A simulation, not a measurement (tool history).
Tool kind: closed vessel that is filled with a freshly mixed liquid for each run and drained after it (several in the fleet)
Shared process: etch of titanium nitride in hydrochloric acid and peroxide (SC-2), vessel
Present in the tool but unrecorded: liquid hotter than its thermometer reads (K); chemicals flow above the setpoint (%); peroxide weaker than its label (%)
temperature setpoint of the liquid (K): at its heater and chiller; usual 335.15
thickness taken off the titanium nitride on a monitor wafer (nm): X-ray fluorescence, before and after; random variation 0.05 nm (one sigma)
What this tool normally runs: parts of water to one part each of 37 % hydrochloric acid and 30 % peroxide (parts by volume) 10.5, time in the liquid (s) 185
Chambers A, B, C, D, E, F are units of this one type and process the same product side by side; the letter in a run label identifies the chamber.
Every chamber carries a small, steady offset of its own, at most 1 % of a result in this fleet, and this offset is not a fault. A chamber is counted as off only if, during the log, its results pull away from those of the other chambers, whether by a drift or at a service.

run,hour,temperature setpoint of the liquid (K),parts of water to one part each of 37 % hydrochloric acid and 30 % peroxide (parts by volume),time in the liquid (s),hours since the thermometer was replaced,hours since the chemicals flow meter was replaced,hours since the drum of peroxide was connected,"read-back film thickness of the titanium nitride reference wafer, read on the same gauge (nm)",thickness taken off the titanium nitride on a monitor wafer (nm)
1B,4.6,335.15,10.5,185,874.0,90.6,62.8,80.019,6.9102
# hour 7.5: chamber D: thermometer replaced
2A,8.7,335.15,10.5,185,663.2,723.9,518.6,79.970,7.0250
3F,13.3,335.15,10.5,185,124.9,427.9,1576.6,80.041,6.9918
4C,16.3,335.15,10.5,185,889.0,136.3,130.1,79.951,6.9830
5E,18.9,338.15,10.5,185,1553.3,127.8,247.8,79.994,8.2997
6D,22.1,338.15,10.5,185,14.7,1897.3,376.1,79.982,8.3376
7F,26.2,338.15,10.5,185,137.8,440.8,1589.5,79.991,8.3843
8D,31.1,338.15,10.5,185,23.7,1906.3,385.1,80.011,8.4314
9A,35.2,338.15,10.5,185,689.7,750.4,545.1,79.978,8.3772
10E,40.5,338.15,10.5,185,1574.9,149.4,269.4,79.981,8.2321
11C,45.8,335.15,10.5,185,918.5,165.8,159.6,79.968,6.9757
12B,50.6,335.15,10.5,185,920.0,136.6,108.8,80.016,7.0182
13E,55.5,335.15,10.5,185,1589.9,164.4,284.4,79.997,6.9262
14D,60.7,335.15,10.5,185,53.3,1935.9,414.7,80.037,7.0279
15B,65.1,335.15,10.5,185,934.5,151.1,123.3,80.020,6.9212
16F,68.7,335.15,10.5,185,180.3,483.3,1632.0,79.984,6.9606
17C,73.8,335.15,10.5,185,946.5,193.8,187.6,80.032,6.9985
18A,78.5,335.15,10.5,185,733.0,793.7,588.4,79.980,7.0051
19D,81.0,335.15,10.5,185,73.6,1956.2,435.0,79.999,6.8996
20A,84.8,335.15,10.5,185,739.3,800.0,594.7,80.021,6.9641
# hour 87.0: chamber A: thermometer replaced
21E,90.5,335.15,10.5,185,1624.9,199.4,319.4,79.988,6.7633
22C,93.9,335.15,10.5,185,966.6,213.9,207.7,80.019,7.1676
23B,99.4,340.65,10.5,185,968.8,185.4,157.6,80.012,9.7781
24F,104.7,340.65,10.5,185,216.3,519.3,1668.0,79.973,9.8465
25B,108.9,340.65,10.5,185,978.3,194.9,167.1,79.977,9.7054
26E,111.6,340.65,10.5,185,1646.0,220.5,340.5,79.950,9.3970
27A,115.0,340.65,10.5,185,28.1,830.2,624.9,80.008,9.8195
28C,118.2,340.65,10.5,185,990.9,238.2,232.0,79.991,9.8781
29F,120.7,335.15,10.5,185,232.3,535.3,1684.0,80.028,6.9550
30D,124.7,335.15,10.5,185,117.3,1999.9,478.7,79.995,6.9190
# hour 125.4: chamber F: new drum of peroxide connected
31F,128.0,335.15,10.5,185,239.6,542.6,2.7,79.966,6.8909
32A,131.9,335.15,10.5,185,45.0,847.1,641.8,79.995,6.8742
33E,136.4,335.15,10.5,185,1670.8,245.3,365.3,79.984,6.6025
34D,141.0,335.15,10.5,185,133.6,2016.2,495.0,79.964,7.0668
35B,146.2,335.15,10.5,185,1015.6,232.2,204.4,80.014,7.0418
36C,150.2,335.15,10.5,185,1022.9,270.2,264.0,80.024,7.0567
37C,155.2,335.15,10.5,185,1027.9,275.2,269.0,79.959,7.0097
38B,160.9,335.15,10.5,185,1030.3,246.9,219.1,80.034,6.9699

Decide between three cases: one chamber stands off from its peers, the gauge reading all wafers drifts, or nothing is wrong past each chamber's small offset. Where a chamber is off, say which and what most likely put it there.

Little by little, chamber E moves away from the other chambers.
Most likely cause: peroxide weaker than its label (%) = 5.56.
The log may not separate it from: liquid colder than its thermometer reads (K); chemicals flow below the setpoint (%).

Chamber E could run next with any of the 4 candidate recipes listed below; each alters the usual settings, and their results appear as question marks. Which one brings its results back in line with what the other chambers deliver on the usual settings?
A result is in line if it is within this distance of the other chambers' mean on the usual settings: thickness taken off the titanium nitride on a monitor wafer (nm) 0.1800
39E-1,165.1,335.15,12.0,185,,,,,?
39E-2,165.1,336.15,10.5,195,,,,,?
39E-3,165.1,335.15,10.5,195,,,,,?
39E-4,165.1,334.65,10.5,180,,,,,?

The other chambers' mean on the usual settings: thickness taken off the titanium nitride on a monitor wafer (nm) 6.9926
run,thickness taken off the titanium nitride on a monitor wafer (nm)
39E-1,5.8647
39E-2,7.3713
39E-3,6.9381
39E-4,6.2125
39E-3 brings the chamber back in line.
